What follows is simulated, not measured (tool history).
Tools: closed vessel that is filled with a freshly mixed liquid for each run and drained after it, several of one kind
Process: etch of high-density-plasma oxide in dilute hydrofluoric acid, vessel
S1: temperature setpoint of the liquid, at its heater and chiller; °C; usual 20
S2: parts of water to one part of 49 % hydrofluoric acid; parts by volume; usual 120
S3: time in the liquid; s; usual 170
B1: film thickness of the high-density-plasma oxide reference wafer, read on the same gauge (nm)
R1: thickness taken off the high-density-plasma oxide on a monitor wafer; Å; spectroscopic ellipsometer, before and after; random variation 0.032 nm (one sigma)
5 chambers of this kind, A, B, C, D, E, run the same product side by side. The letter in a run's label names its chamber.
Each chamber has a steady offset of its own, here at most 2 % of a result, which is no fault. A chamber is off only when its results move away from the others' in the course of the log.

run   hour  S1   S2   S3      B1      R1
 1E    3.9  20  120  170     120  60.692
 2A    7.6  20  120  170  120.02  59.222
 3D     12  20  120  170  119.99    60.4
      13.6  -- chamber D: hydrofluoric acid flow meter replaced
 4B   16.1  20  120  170  120.01  59.548
 5C   19.1  20  120  170  119.99  60.109
 6B   22.4  20  120  170  119.99  59.767
 7A   24.7  20  120  170  119.99  58.901
 8E   29.1  17   90  170  119.99  73.994
 9D   33.6  17   90  170  120.01  72.828
10C   36.2  17   90  170  119.99   73.41
11C   38.8  17   90  170  119.98  73.042
      40.3  -- chamber C: hydrofluoric acid flow meter replaced
12E   42.4  17   90  170     120  73.836
13B   45.3  17  120  205  120.02  62.523
14D   48.8  17  120  205  119.99  63.807
15A   52.5  17  120  205  119.98  63.262
16D   55.7  17  120  205     120   63.87
17C   59.7  17  120  205     120  64.019
18B   63.8  20  120  170  120.01  58.484
19A   67.9  20  120  170     120  58.994
20E   71.3  20  120  170  119.99  60.403
21C   74.2  20  150  170     120   47.33
22A   77.8  20  150  170  119.98  45.958
23E   81.4  20  150  170     120   46.39
24B     84  20  150  170  120.01  44.234
25D   88.4  20  150  170  120.04  46.509
26D   92.2  20  120  170  120.01  59.619
27E     95  20  120  170  119.96   60.72
28C   98.4  20   80  170     120  95.396
29B  102.1  20   80  170  119.99  88.636
30A  106.1  20   80  170  119.96  93.553
31E  108.9  20   80  170     120  96.202
32A  110.9  20   80  170  119.98   93.23
33D  114.1  20  170  120     120  28.347
34B  117.8  20  170  120  119.96  26.868
35C  120.1  20  170  120  120.02  28.318

Is one chamber off against the others, does the gauge drift, or is nothing wrong? If a chamber is off, say which, and what the likeliest cause is.

Chamber B drifts away from the others.
Cause: liquid colder than its thermometer reads (K) = 1.4.
The log may not tell that from: hydrofluoric acid flow below the setpoint (%).

Here are 4 candidates for chamber B's next run, each the usual settings with a change, their results left as question marks. Which one brings its results back in line with what the others give on the usual settings?
In line means no further than this from the other chambers' mean on the usual settings: R1 1.1 Å
36B-1  123.4    20  105  170       ?
36B-2  123.4    20  125  165       ?
36B-3  123.4  19.5  120  150       ?
36B-4  123.4    20  115  175       ?

The other chambers' mean on the usual settings: R1 60.04 Å
  run      R1
36B-1  64.919
36B-2   51.98
36B-3  48.438
36B-4  60.465
36B-4 brings the chamber back in line.

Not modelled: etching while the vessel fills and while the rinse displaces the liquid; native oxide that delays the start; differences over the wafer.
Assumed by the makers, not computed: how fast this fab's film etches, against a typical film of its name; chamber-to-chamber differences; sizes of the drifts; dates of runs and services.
